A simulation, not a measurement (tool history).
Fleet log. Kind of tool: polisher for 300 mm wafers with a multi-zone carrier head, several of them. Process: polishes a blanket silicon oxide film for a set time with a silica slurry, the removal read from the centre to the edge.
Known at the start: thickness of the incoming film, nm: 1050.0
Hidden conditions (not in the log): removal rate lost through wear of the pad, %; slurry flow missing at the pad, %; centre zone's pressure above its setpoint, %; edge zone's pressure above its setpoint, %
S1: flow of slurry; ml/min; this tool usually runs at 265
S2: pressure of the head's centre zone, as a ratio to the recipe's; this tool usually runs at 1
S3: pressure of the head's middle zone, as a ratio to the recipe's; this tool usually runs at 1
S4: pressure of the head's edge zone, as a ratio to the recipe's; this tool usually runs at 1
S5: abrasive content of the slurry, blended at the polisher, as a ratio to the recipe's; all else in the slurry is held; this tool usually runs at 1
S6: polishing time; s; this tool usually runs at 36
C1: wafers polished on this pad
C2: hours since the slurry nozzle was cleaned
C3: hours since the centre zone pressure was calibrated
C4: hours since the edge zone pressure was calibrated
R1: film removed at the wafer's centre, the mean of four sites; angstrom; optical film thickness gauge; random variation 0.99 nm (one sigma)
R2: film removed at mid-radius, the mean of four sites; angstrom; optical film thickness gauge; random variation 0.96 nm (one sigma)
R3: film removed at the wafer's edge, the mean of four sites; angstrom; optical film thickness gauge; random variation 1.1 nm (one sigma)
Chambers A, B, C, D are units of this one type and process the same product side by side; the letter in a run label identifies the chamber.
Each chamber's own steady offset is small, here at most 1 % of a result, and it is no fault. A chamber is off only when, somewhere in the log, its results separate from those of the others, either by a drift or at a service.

run 1D day=0.558 | S1=265 S2=1 S3=1 S4=1 S5=1 S6=36 | C1=667 C2=471.7 C3=181.5 C4=635.5 | R1=799.23 R2=791.11 R3=789.21
-- day=0.842 chamber B: worn pad replaced by a new one
-- day=0.975 chamber B: edge zone pressure recalibrated
run 2B day=1.029 | S1=265 S2=1 S3=1 S4=1 S5=1 S6=36 | C1=55 C2=226.1 C3=609.8 C4=1.3 | R1=801.41 R2=775.06 R3=801.04
run 3A day=1.45 | S1=265 S2=1 S3=1 S4=1 S5=1 S6=36 | C1=945 C2=481.9 C3=136.3 C4=412.6 | R1=786.24 R2=783.19 R3=792.94
-- day=1.758 chamber A: worn pad replaced by a new one
run 4C day=1.921 | S1=265 S2=1 S3=1 S4=1 S5=1 S6=36 | C1=1329 C2=551.1 C3=957.6 C4=326.8 | R1=796.56 R2=784.91 R3=785.76
-- day=2.217 chamber D: worn pad replaced by a new one
run 5B day=2.317 | S1=265 S2=1 S3=1 S4=1 S5=1 S6=36 | C1=429 C2=257 C3=640.7 C4=32.2 | R1=795.69 R2=773.53 R3=790.88
-- day=2.45 chamber C: worn pad replaced by a new one
run 6C day=2.712 | S1=265 S2=1 S3=1 S4=1 S5=1 S6=36 | C1=77 C2=570.1 C3=976.6 C4=345.8 | R1=784.43 R2=781.91 R3=807.18
run 7D day=3.079 | S1=265 S2=1 S3=1 S4=1 S5=1 S6=36 | C1=251 C2=532.2 C3=242 C4=696 | R1=779.06 R2=799.49 R3=783.14
-- day=3.467 chamber B: centre zone pressure recalibrated
run 8A day=3.512 | S1=265 S2=1 S3=1 S4=0.9 S5=1 S6=36 | C1=510 C2=531.4 C3=185.8 C4=462.1 | R1=790.84 R2=788.48 R3=752.45
run 9D day=3.946 | S1=265 S2=1 S3=1 S4=0.9 S5=1 S6=36 | C1=504 C2=553 C3=262.8 C4=716.8 | R1=814.03 R2=804.2 R3=753.44
-- day=4.083 chamber B: worn pad replaced by a new one
-- day=4.358 chamber D: slurry nozzle cleaned
run 10C day=4.467 | S1=265 S2=1 S3=1 S4=0.9 S5=1 S6=36 | C1=587 C2=612.2 C3=1018.7 C4=387.9 | R1=772.07 R2=764.38 R3=756.58
run 11B day=4.996 | S1=265 S2=1 S3=1 S4=0.9 S5=1 S6=36 | C1=266 C2=321.3 C3=36.7 C4=96.5 | R1=775.23 R2=759.2 R3=744.03
-- day=5.517 chamber A: worn pad replaced by a new one
run 12A day=5.517 | S1=265 S2=1 S3=1 S4=1 S5=1 S6=36 | C1=0 C2=579.5 C3=233.9 C4=510.2 | R1=803.87 R2=780.78 R3=791.48
run 13C day=5.992 | S1=265 S2=1 S3=1 S4=1 S5=1 S6=36 | C1=1031 C2=648.8 C3=1055.3 C4=424.5 | R1=787.3 R2=788.53 R3=798.91
-- day=6.175 chamber D: worn pad replaced by a new one
-- day=6.217 chamber A: edge zone pressure recalibrated
-- day=6.417 chamber A: slurry nozzle cleaned
run 14B day=6.483 | S1=265 S2=1 S3=1 S4=1 S5=1 S6=36 | C1=699 C2=357 C3=72.4 C4=132.2 | R1=789.65 R2=789.84 R3=814.47
-- day=6.562 chamber C: worn pad replaced by a new one
run 15D day=6.762 | S1=265 S2=1 S3=1 S4=1 S5=1 S6=36 | C1=171 C2=57.7 C3=330.4 C4=784.4 | R1=776.48 R2=785.96 R3=791.15
run 16A day=7.292 | S1=265 S2=1 S3=1 S4=1 S5=1 S6=36 | C1=516 C2=21 C3=276.5 C4=25.9 | R1=801.05 R2=788.4 R3=797.8
-- day=7.538 chamber B: worn pad replaced by a new one
run 17D day=7.725 | S1=265 S2=1.05 S3=1 S4=0.95 S5=1 S6=36 | C1=451 C2=80.8 C3=353.5 C4=807.5 | R1=836.48 R2=776.47 R3=767.36
run 18C day=8.258 | S1=265 S2=1.05 S3=1 S4=0.95 S5=1 S6=36 | C1=493 C2=703.2 C3=1109.7 C4=478.9 | R1=822.55 R2=772.43 R3=770.72
run 19A day=8.65 | S1=265 S2=1.05 S3=1 S4=0.95 S5=1 S6=36 | C1=911 C2=53.6 C3=309.1 C4=58.5 | R1=848.76 R2=795.5 R3=761.61
run 20B day=9.204 | S1=265 S2=1.05 S3=1 S4=0.95 S5=1 S6=36 | C1=485 C2=422.3 C3=137.7 C4=197.5 | R1=833.64 R2=784.18 R3=749.73
-- day=9.208 chamber A: worn pad replaced by a new one
run 21C day=9.671 | S1=265 S2=1 S3=1 S4=1 S5=1 S6=36 | C1=904 C2=737.1 C3=1143.6 C4=512.8 | R1=779.81 R2=796.54 R3=801.81
run 22D day=10.092 | S1=265 S2=1 S3=1 S4=1 S5=1 S6=36 | C1=1140 C2=137.6 C3=410.3 C4=864.3 | R1=794.08 R2=794.85 R3=796.18
run 23B day=10.542 | S1=265 S2=1 S3=1 S4=1 S5=1 S6=36 | C1=875 C2=454.4 C3=169.8 C4=229.6 | R1=784.18 R2=790.3 R3=812.46
-- day=10.696 chamber D: worn pad replaced by a new one
-- day=10.8 chamber C: slurry nozzle cleaned
-- day=10.825 chamber C: worn pad replaced by a new one
run 24A day=10.921 | S1=265 S2=1 S3=1 S4=1 S5=1 S6=36 | C1=498 C2=108.1 C3=363.6 C4=113 | R1=800.38 R2=798.77 R3=784.58
-- day=11.038 chamber B: worn pad replaced by a new one
run 25C day=11.246 | S1=265 S2=1 S3=1 S4=1 S5=1 S6=36 | C1=123 C2=10.7 C3=1181.4 C4=550.6 | R1=792.13 R2=775.77 R3=787.73
run 26A day=11.762 | S1=265 S2=1.11 S3=1 S4=1 S5=1 S6=47 | C1=743 C2=128.3 C3=383.8 C4=133.2 | R1=1170.5 R2=1050 R3=1064.6
-- day=12.129 chamber B: slurry nozzle cleaned
run 27D day=12.338 | S1=265 S2=1.11 S3=1 S4=1 S5=1 S6=47 | C1=477 C2=191.5 C3=464.2 C4=918.2 | R1=1157.1 R2=1011 R3=1014
-- day=12.512 chamber A: worn pad replaced by a new one
run 28B day=12.888 | S1=265 S2=1.11 S3=1 S4=1 S5=1 S6=47 | C1=538 C2=18.3 C3=226.1 C4=285.9 | R1=1143.6 R2=1016.5 R3=1018.2
run 29D day=13.196 | S1=265 S2=1.11 S3=1 S4=1 S5=1 S6=47 | C1=727 C2=212.1 C3=484.8 C4=938.8 | R1=1166.4 R2=1041.3 R3=1055.1
run 30B day=13.529 | S1=265 S2=1 S3=1 S4=1 S5=1 S6=36 | C1=725 C2=33.7 C3=241.5 C4=301.3 | R1=790.01 R2=780 R3=795.91
-- day=13.904 chamber B: worn pad replaced by a new one
run 31C day=14.012 | S1=265 S2=1 S3=1 S4=1 S5=1 S6=36 | C1=928 C2=77.1 C3=1247.8 C4=617 | R1=810.74 R2=781.38 R3=800.65
run 32A day=14.308 | S1=265 S2=1 S3=1 S4=1 S5=1 S6=25 | C1=522 C2=189.4 C3=444.9 C4=194.3 | R1=541.66 R2=545.6 R3=541.86
run 33A day=14.592 | S1=265 S2=1 S3=1 S4=1 S5=1 S6=25 | C1=605 C2=196.2 C3=451.7 C4=201.1 | R1=551.03 R2=549.18 R3=548.38
-- day=14.958 chamber C: centre zone pressure recalibrated
run 34C day=15.154 | S1=265 S2=1 S3=1 S4=1 S5=1 S6=25 | C1=1260 C2=104.5 C3=4.8 C4=644.4 | R1=554.29 R2=551.94 R3=551.27
-- day=15.292 chamber D: worn pad replaced by a new one
run 35B day=15.592 | S1=265 S2=1 S3=1 S4=1 S5=1 S6=25 | C1=492 C2=83.2 C3=291 C4=350.8 | R1=539.61 R2=534.04 R3=543.53
-- day=15.633 chamber C: worn pad replaced by a new one
run 36D day=15.867 | S1=200 S2=1 S3=1 S4=1 S5=1 S6=36 | C1=168 C2=276.2 C3=548.9 C4=1002.9 | R1=761.07 R2=754.71 R3=767.15
-- day=16.038 chamber A: worn pad replaced by a new one
run 37C day=16.275 | S1=200 S2=1 S3=1 S4=1 S5=1 S6=36 | C1=187 C2=131.4 C3=31.7 C4=671.3 | R1=761.4 R2=761.81 R3=770.71
run 38A day=16.546 | S1=200 S2=1 S3=1 S4=1 S5=1 S6=36 | C1=147 C2=243.1 C3=498.6 C4=248 | R1=769.84 R2=748.95 R3=770.92

Next, every chamber runs the same settings. What will each give?
run 39A day=16.958 | S1=265 S2=1.1 S3=1 S4=1 S5=1 S6=36 | R1=? R2=? R3=?
run 39B day=16.958 | S1=265 S2=1.1 S3=1 S4=1 S5=1 S6=36 | R1=? R2=? R3=?
run 39C day=16.958 | S1=265 S2=1.1 S3=1 S4=1 S5=1 S6=36 | R1=? R2=? R3=?
run 39D day=16.958 | S1=265 S2=1.1 S3=1 S4=1 S5=1 S6=36 | R1=? R2=? R3=?

run=39A R1=878.11 R2=780.4 R3=777.92
run=39B R1=855.45 R2=775.65 R3=786.65
run=39C R1=864.99 R2=785.92 R3=799.97
run=39D R1=881.55 R2=792.11 R3=791.36
